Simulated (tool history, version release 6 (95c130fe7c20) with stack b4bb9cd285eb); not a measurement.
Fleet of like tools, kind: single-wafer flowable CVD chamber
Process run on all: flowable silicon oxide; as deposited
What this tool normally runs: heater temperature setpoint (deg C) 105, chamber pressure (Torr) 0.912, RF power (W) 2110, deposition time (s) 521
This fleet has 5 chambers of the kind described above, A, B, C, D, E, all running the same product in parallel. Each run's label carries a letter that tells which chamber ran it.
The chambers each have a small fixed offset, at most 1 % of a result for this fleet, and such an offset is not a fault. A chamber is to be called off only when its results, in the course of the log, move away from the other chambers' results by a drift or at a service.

run,hour,heater temperature setpoint (deg C),chamber pressure (Torr),RF power (W),deposition time (s),hours since the last thermocouple change,hours since the last RF generator calibration,hours since the last manometer calibration,"read-back reference wafer on the same gauge, thickness_nm",mean film thickness on the monitor wafer (Å)
1D,6.7,105,0.912,2110,521,2089.4,1201,1026.3,295.01,3196.4
2C,18.1,105,0.912,2110,521,1877.1,1091.3,1465.2,294.7,3189.6
3A,32.2,105,0.912,2110,521,1560.5,714.7,1479.7,294.83,3236.9
4E,39.4,105,0.912,2110,521,1802.8,92.3,573.9,294.88,3203.3
5B,49.4,105,0.912,2110,521,937.9,1394.8,941.8,295.43,3177
6B,63.2,105,0.912,2110,521,951.7,1408.6,955.6,294.99,3202.5
7C,75.3,105,0.912,2110,521,1934.3,1148.5,1522.4,294.86,3176.7
8D,88.8,113,0.912,2110,521,2171.5,1283.1,1108.4,295.11,2482.2
9E,95.9,113,0.912,2110,521,1859.3,148.8,630.4,295.17,2456.1
10A,104.4,113,0.912,2110,521,1632.7,786.9,1551.9,294.91,2488
11B,116.7,113,0.912,2110,521,1005.2,1462.1,1009.1,294.58,2455.4
12D,124.1,113,0.912,2110,521,2206.8,1318.4,1143.7,294.93,2469.1
13A,131.1,117,0.912,2110,479,1659.4,813.6,1578.6,294.99,2020.3
14E,141.3,117,0.912,2110,479,1904.7,194.2,675.8,294.68,2021
15C,148.8,117,0.912,2110,479,2007.8,1222,1595.9,294.66,2011.2
16C,159.2,117,0.912,2110,479,2018.2,1232.4,1606.3,294.75,2000.4
# hour 167.6: chamber E: thermocouple changed; heater temperature recalibrated
17B,168.8,117,0.912,2110,479,1057.3,1514.2,1061.2,295.19,1974
18D,182.3,105,0.912,2110,521,2265,1376.6,1201.9,294.62,3200.5
19E,193.7,105,0.912,2110,577,26.2,246.6,728.2,295.04,3768.6
20A,206,105,0.912,2110,577,1734.3,888.5,1653.5,294.78,3529.7
21B,219.5,105,0.912,2110,577,1108,1564.9,1111.9,295.22,3541
22C,230.2,105,0.912,2110,577,2089.2,1303.4,1677.3,295.13,3502.4
23D,240.2,105,0.912,2110,577,2322.9,1434.5,1259.8,294.94,3532.9
24E,248.6,105,0.912,2110,521,81.1,301.5,783.1,295.09,3401.3
25A,256.5,105,0.912,2110,521,1784.8,939,1704,295.12,3210.7
26D,267.6,105,0.912,2110,521,2350.3,1461.9,1287.2,294.89,3198.7
27E,281.4,105,0.912,1800,521,113.9,334.3,815.9,295.18,3329.8
28B,295.1,105,0.912,1800,521,1183.6,1640.5,1187.5,294.88,3062.1
29C,308.2,105,0.912,1800,521,2167.2,1381.4,1755.3,294.86,3090.8
30A,320.2,105,0.912,1800,521,1848.5,1002.7,1767.7,294.87,3111.1
31D,334.3,105,0.912,1800,521,2417,1528.6,1353.9,295.2,3112.6
32E,346.8,105,0.912,2110,521,179.3,399.7,881.3,295.04,3437.8
33C,355.5,96,0.912,2110,581,2214.5,1428.7,1802.6,295.16,4777.6
# hour 357.9: chamber B: capacitance manometer re-zeroed and calibrated
34B,364.4,96,0.912,2110,581,1252.9,1709.8,6.6,295.03,4797
35A,376.9,96,0.912,2110,581,1905.2,1059.4,1824.4,295.58,4886.7
36B,390.1,96,0.912,2110,581,1278.6,1735.5,32.3,294.71,4827.5
37D,401.9,96,0.912,2110,581,2484.6,1596.2,1421.5,294.44,4800.4

Each of the 5 chambers runs these same settings next. Fill in every chamber's results:
38A,412.5,105,0.912,2110,521,,,,,?
38B,412.5,105,0.912,2110,521,,,,,?
38C,412.5,105,0.912,2110,521,,,,,?
38D,412.5,105,0.912,2110,521,,,,,?
38E,412.5,105,0.912,2110,521,,,,,?

run,mean film thickness on the monitor wafer (Å)
38A,3239.1
38B,3209.3
38C,3172.3
38D,3190.8
38E,3398.7
